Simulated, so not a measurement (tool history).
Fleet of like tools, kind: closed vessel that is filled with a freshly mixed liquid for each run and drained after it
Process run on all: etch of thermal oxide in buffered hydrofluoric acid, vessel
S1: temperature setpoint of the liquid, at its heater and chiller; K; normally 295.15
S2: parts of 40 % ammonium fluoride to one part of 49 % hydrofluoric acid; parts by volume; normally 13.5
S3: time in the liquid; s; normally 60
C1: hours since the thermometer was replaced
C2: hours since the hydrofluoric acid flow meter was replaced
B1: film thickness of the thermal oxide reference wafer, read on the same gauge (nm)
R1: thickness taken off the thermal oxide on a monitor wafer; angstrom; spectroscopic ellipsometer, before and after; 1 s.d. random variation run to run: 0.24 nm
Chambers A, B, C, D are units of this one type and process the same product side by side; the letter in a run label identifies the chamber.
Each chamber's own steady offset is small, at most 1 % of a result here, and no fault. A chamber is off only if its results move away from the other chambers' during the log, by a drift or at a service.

| run | hour | S1 | S2 | S3 | C1 | C2 | B1 | R1 |
|---|---|---|---|---|---|---|---|---|
| 1B | 8.3 | 295.15 | 13.5 | 60 | 218.3 | 1424.1 | 50.003 | 472.64 |
| 2C | 22.2 | 295.15 | 13.5 | 60 | 1941.9 | 862.2 | 50.028 | 476.25 |
| 3A | 36.1 | 295.15 | 13.5 | 60 | 478.1 | 446.6 | 49.972 | 480.74 |
| 4D | 45.4 | 295.15 | 13.5 | 60 | 1003.8 | 145.3 | 49.966 | 482.46 |
| 5B | 55.9 | 295.15 | 13.5 | 60 | 265.9 | 1471.7 | 49.969 | 479.3 |
| 6A | 68.1 | 295.15 | 13.5 | 60 | 510.1 | 478.6 | 49.991 | 480.22 |
| 7C | 75.8 | 295.15 | 13.5 | 60 | 1995.5 | 915.8 | 50.024 | 473.44 |
| 8D | 89.7 | 295.15 | 13.5 | 60 | 1048.1 | 189.6 | 49.963 | 486.1 |
| 9B | 97.7 | 295.15 | 13.5 | 60 | 307.7 | 1513.5 | 49.975 | 474.35 |
| 10D | 111 | 291.65 | 13.5 | 80 | 1069.4 | 210.9 | 50.001 | 536.05 |
| 11A | 123 | 291.65 | 13.5 | 80 | 565 | 533.5 | 50.003 | 529.5 |
| 12C | 135.1 | 291.65 | 13.5 | 80 | 2054.8 | 975.1 | 49.923 | 514.58 |
| 13D | 144.7 | 291.65 | 13.5 | 80 | 1103.1 | 244.6 | 49.974 | 537.66 |
| 14A | 151 | 295.15 | 13.5 | 60 | 593 | 561.5 | 50.017 | 477.6 |
|  | 153.9 | chamber A: hydrofluoric acid flow meter replaced |
| 15C | 160.8 | 295.15 | 13.5 | 60 | 2080.5 | 1000.8 | 49.977 | 476.86 |
| 16B | 173.4 | 295.15 | 13.5 | 60 | 383.4 | 1589.2 | 49.988 | 473.4 |
|  | 186.3 | chamber A: thermometer replaced |
| 17B | 187.5 | 295.15 | 13.5 | 60 | 397.5 | 1603.3 | 49.996 | 473.5 |
| 18C | 196.5 | 295.15 | 13.5 | 60 | 2116.2 | 1036.5 | 50.006 | 474.79 |
| 19A | 206.8 | 295.15 | 18.5 | 60 | 20.6 | 52.9 | 49.987 | 349.15 |
| 20D | 215.6 | 295.15 | 18.5 | 60 | 1174 | 315.5 | 49.994 | 362.28 |
| 21B | 229.8 | 295.15 | 18.5 | 60 | 439.8 | 1645.6 | 50.038 | 351.31 |
| 22A | 236.3 | 295.15 | 18.5 | 60 | 50.1 | 82.4 | 50.013 | 351.62 |
| 23D | 242.8 | 295.15 | 13.5 | 60 | 1201.2 | 342.7 | 50.028 | 495.71 |
| 24C | 249 | 295.15 | 13.5 | 60 | 2168.7 | 1089 | 50.009 | 474.73 |
| 25C | 261.8 | 295.15 | 13.5 | 60 | 2181.5 | 1101.8 | 50.006 | 473.98 |
| 26D | 276 | 295.15 | 13.5 | 60 | 1234.4 | 375.9 | 50 | 495.63 |
| 27A | 288.1 | 295.15 | 13.5 | 60 | 101.9 | 134.2 | 49.964 | 479.07 |
| 28B | 298 | 295.15 | 13.5 | 60 | 508 | 1713.8 | 50.028 | 480.01 |
| 29C | 307.2 | 295.15 | 13.5 | 60 | 2226.9 | 1147.2 | 50.035 | 474.93 |
| 30A | 318.9 | 295.15 | 13.5 | 60 | 132.7 | 165 | 49.975 | 474.66 |
| 31D | 327.3 | 295.15 | 13.5 | 60 | 1285.7 | 427.2 | 50.013 | 507.74 |
| 32B | 334.8 | 295.15 | 13.5 | 60 | 544.8 | 1750.6 | 50.033 | 477.6 |
| 33C | 345.7 | 295.15 | 13.5 | 60 | 2265.4 | 1185.7 | 49.984 | 470.77 |
| 34A | 359.6 | 295.15 | 13.5 | 60 | 173.4 | 205.7 | 50.069 | 475.77 |
| 35B | 367.6 | 295.15 | 13.5 | 60 | 577.6 | 1783.4 | 49.982 | 482.12 |

Read the log: is a single chamber off, either drifting away or since a service, is the gauge that measures every chamber drifting, or is nothing wrong beyond small per-chamber offsets? Name any odd chamber and what most likely caused it.

It is chamber D that slowly wanders off from its peers.
Most likely cause: liquid hotter than its thermometer reads (K) = 0.986.
The log may not separate it from: hydrofluoric acid flow above the setpoint (%).

Here are 4 candidates for chamber D's next run, each the usual settings with a change, their results left as question marks. Which one brings its results back in line with what the others give on the usual settings?
In line here means within this much of the mean the other chambers give on the usual settings: R1 8.4 angstrom
| 36D-1 | 377.9 | 295.15 | 14 | 55 |  |  |  | ? |
| 36D-2 | 377.9 | 295.15 | 13 | 65 |  |  |  | ? |
| 36D-3 | 377.9 | 294.65 | 14 | 60 |  |  |  | ? |
| 36D-4 | 377.9 | 295.65 | 13 | 60 |  |  |  | ? |

Other chambers, usual settings, mean: R1 476.72 angstrom
| run | R1 |
|---|---|
| 36D-1 | 449.65 |
| 36D-2 | 571.8 |
| 36D-3 | 476.95 |
| 36D-4 | 542.5 |
36D-3 puts the chamber back in line with the other chambers.
